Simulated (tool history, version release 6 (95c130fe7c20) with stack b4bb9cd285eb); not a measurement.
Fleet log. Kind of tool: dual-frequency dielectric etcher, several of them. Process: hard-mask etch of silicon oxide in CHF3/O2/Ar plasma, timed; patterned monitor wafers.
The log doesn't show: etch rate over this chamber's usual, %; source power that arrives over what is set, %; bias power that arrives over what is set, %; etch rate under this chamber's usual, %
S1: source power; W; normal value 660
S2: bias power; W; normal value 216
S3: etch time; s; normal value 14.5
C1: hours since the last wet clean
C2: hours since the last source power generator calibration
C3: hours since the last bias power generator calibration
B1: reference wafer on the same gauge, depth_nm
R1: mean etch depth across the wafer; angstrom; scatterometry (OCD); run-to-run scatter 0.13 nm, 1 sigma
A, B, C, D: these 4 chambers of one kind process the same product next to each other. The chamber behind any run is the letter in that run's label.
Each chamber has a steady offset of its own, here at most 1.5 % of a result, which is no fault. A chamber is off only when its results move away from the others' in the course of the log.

{"run": "1B", "hour": 11.1, "S1": 660, "S2": 216, "S3": 14.5, "C1": 91.7, "C2": 2320.7, "C3": 675.7, "B1": 30.098, "R1": 314.89}
{"hour": 18.9, "done": "chamber C: bias power generator calibrated"}
{"run": "2D", "hour": 22.6, "S1": 660, "S2": 216, "S3": 14.5, "C1": 111, "C2": 868.7, "C3": 1776.2, "B1": 30.081, "R1": 312.36}
{"run": "3A", "hour": 37.0, "S1": 660, "S2": 216, "S3": 14.5, "C1": 367.3, "C2": 216.6, "C3": 487.2, "B1": 30.111, "R1": 313.74}
{"run": "4C", "hour": 49.8, "S1": 660, "S2": 216, "S3": 14.5, "C1": 234.5, "C2": 1506.2, "C3": 30.9, "B1": 30.089, "R1": 312.62}
{"run": "5D", "hour": 57.7, "S1": 660, "S2": 216, "S3": 14.5, "C1": 146.1, "C2": 903.8, "C3": 1811.3, "B1": 30.103, "R1": 313.78}
{"run": "6A", "hour": 68.7, "S1": 660, "S2": 216, "S3": 14.5, "C1": 399, "C2": 248.3, "C3": 518.9, "B1": 30.118, "R1": 316.52}
{"run": "7C", "hour": 81.0, "S1": 660, "S2": 216, "S3": 14.5, "C1": 265.7, "C2": 1537.4, "C3": 62.1, "B1": 30.113, "R1": 310.23}
{"run": "8B", "hour": 92.1, "S1": 660, "S2": 216, "S3": 14.5, "C1": 172.7, "C2": 2401.7, "C3": 756.7, "B1": 30.109, "R1": 315.32}
{"run": "9B", "hour": 105.6, "S1": 660, "S2": 216, "S3": 14.5, "C1": 186.2, "C2": 2415.2, "C3": 770.2, "B1": 30.081, "R1": 314.22}
{"run": "10A", "hour": 118.9, "S1": 660, "S2": 216, "S3": 14.5, "C1": 449.2, "C2": 298.5, "C3": 569.1, "B1": 30.106, "R1": 317.69}
{"hour": 125.4, "done": "chamber B: source power generator calibrated"}
{"run": "11D", "hour": 128.7, "S1": 660, "S2": 216, "S3": 14.5, "C1": 217.1, "C2": 974.8, "C3": 1882.3, "B1": 30.112, "R1": 311.27}
{"run": "12C", "hour": 138.0, "S1": 760, "S2": 189, "S3": 14.5, "C1": 322.7, "C2": 1594.4, "C3": 119.1, "B1": 30.085, "R1": 311.75}
{"run": "13C", "hour": 150.5, "S1": 760, "S2": 189, "S3": 14.5, "C1": 335.2, "C2": 1606.9, "C3": 131.6, "B1": 30.081, "R1": 309.61}
{"run": "14B", "hour": 164.1, "S1": 760, "S2": 189, "S3": 14.5, "C1": 244.7, "C2": 38.8, "C3": 828.7, "B1": 30.099, "R1": 317.79}
{"hour": 167.0, "done": "chamber A: wet clean of the chamber"}
{"run": "15D", "hour": 176.9, "S1": 760, "S2": 189, "S3": 14.5, "C1": 265.3, "C2": 1023, "C3": 1930.5, "B1": 30.109, "R1": 317.37}
{"run": "16A", "hour": 184.8, "S1": 660, "S2": 216, "S3": 14.5, "C1": 17.8, "C2": 364.4, "C3": 635, "B1": 30.12, "R1": 315.43}
{"run": "17B", "hour": 194.9, "S1": 660, "S2": 216, "S3": 14.5, "C1": 275.5, "C2": 69.6, "C3": 859.5, "B1": 30.099, "R1": 315.12}
{"run": "18A", "hour": 209.9, "S1": 560, "S2": 216, "S3": 16.5, "C1": 42.9, "C2": 389.5, "C3": 660.1, "B1": 30.104, "R1": 338.37}
{"run": "19C", "hour": 223.6, "S1": 560, "S2": 216, "S3": 16.5, "C1": 408.3, "C2": 1680, "C3": 204.7, "B1": 30.102, "R1": 323.31}
{"run": "20D", "hour": 232.5, "S1": 560, "S2": 216, "S3": 16.5, "C1": 320.9, "C2": 1078.6, "C3": 1986.1, "B1": 30.07, "R1": 335.22}
{"run": "21B", "hour": 243.6, "S1": 560, "S2": 216, "S3": 16.5, "C1": 324.2, "C2": 118.3, "C3": 908.2, "B1": 30.105, "R1": 335.75}
{"run": "22D", "hour": 258.6, "S1": 660, "S2": 216, "S3": 14.5, "C1": 347, "C2": 1104.7, "C3": 2012.2, "B1": 30.094, "R1": 312.56}
{"run": "23C", "hour": 268.8, "S1": 660, "S2": 216, "S3": 14.5, "C1": 453.5, "C2": 1725.2, "C3": 249.9, "B1": 30.119, "R1": 301.8}
{"run": "24A", "hour": 281.4, "S1": 660, "S2": 216, "S3": 14.5, "C1": 114.4, "C2": 461, "C3": 731.6, "B1": 30.128, "R1": 315.15}
{"run": "25D", "hour": 290.0, "S1": 660, "S2": 185, "S3": 17, "C1": 378.4, "C2": 1136.1, "C3": 2043.6, "B1": 30.098, "R1": 350.46}
{"run": "26B", "hour": 303.2, "S1": 660, "S2": 185, "S3": 17, "C1": 383.8, "C2": 177.9, "C3": 967.8, "B1": 30.113, "R1": 349.76}

What goes on in this fleet: one chamber off, a drifting gauge, or nothing beyond the chambers' own small offsets? Name the chamber and the cause, if any.

One chamber, C, drifts off from the rest bit by bit.
Likeliest cause: etch rate under this chamber's usual, % = 5.25.

Below are 4 candidate recipes for chamber C's next run, each the usual settings with a change, their results shown as question marks. Which of them brings C's results back in line with what the other chambers give on the usual settings?
In line here means within this much of the mean the other chambers give on the usual settings: R1 4.6 angstrom
{"run": "27C-1", "hour": 314.1, "S1": 710, "S2": 232, "S3": 14.5, "R1": "?"}
{"run": "27C-2", "hour": 314.1, "S1": 510, "S2": 216, "S3": 14.5, "R1": "?"}
{"run": "27C-3", "hour": 314.1, "S1": 570, "S2": 216, "S3": 14.5, "R1": "?"}
{"run": "27C-4", "hour": 314.1, "S1": 670, "S2": 216, "S3": 16, "R1": "?"}

What the other chambers average on the usual settings: R1 314.37 angstrom
run=27C-1 R1=314.29
run=27C-2 R1=270.64
run=27C-3 R1=282.22
run=27C-4 R1=331.03
With 27C-1, the chamber falls back in line with the rest.
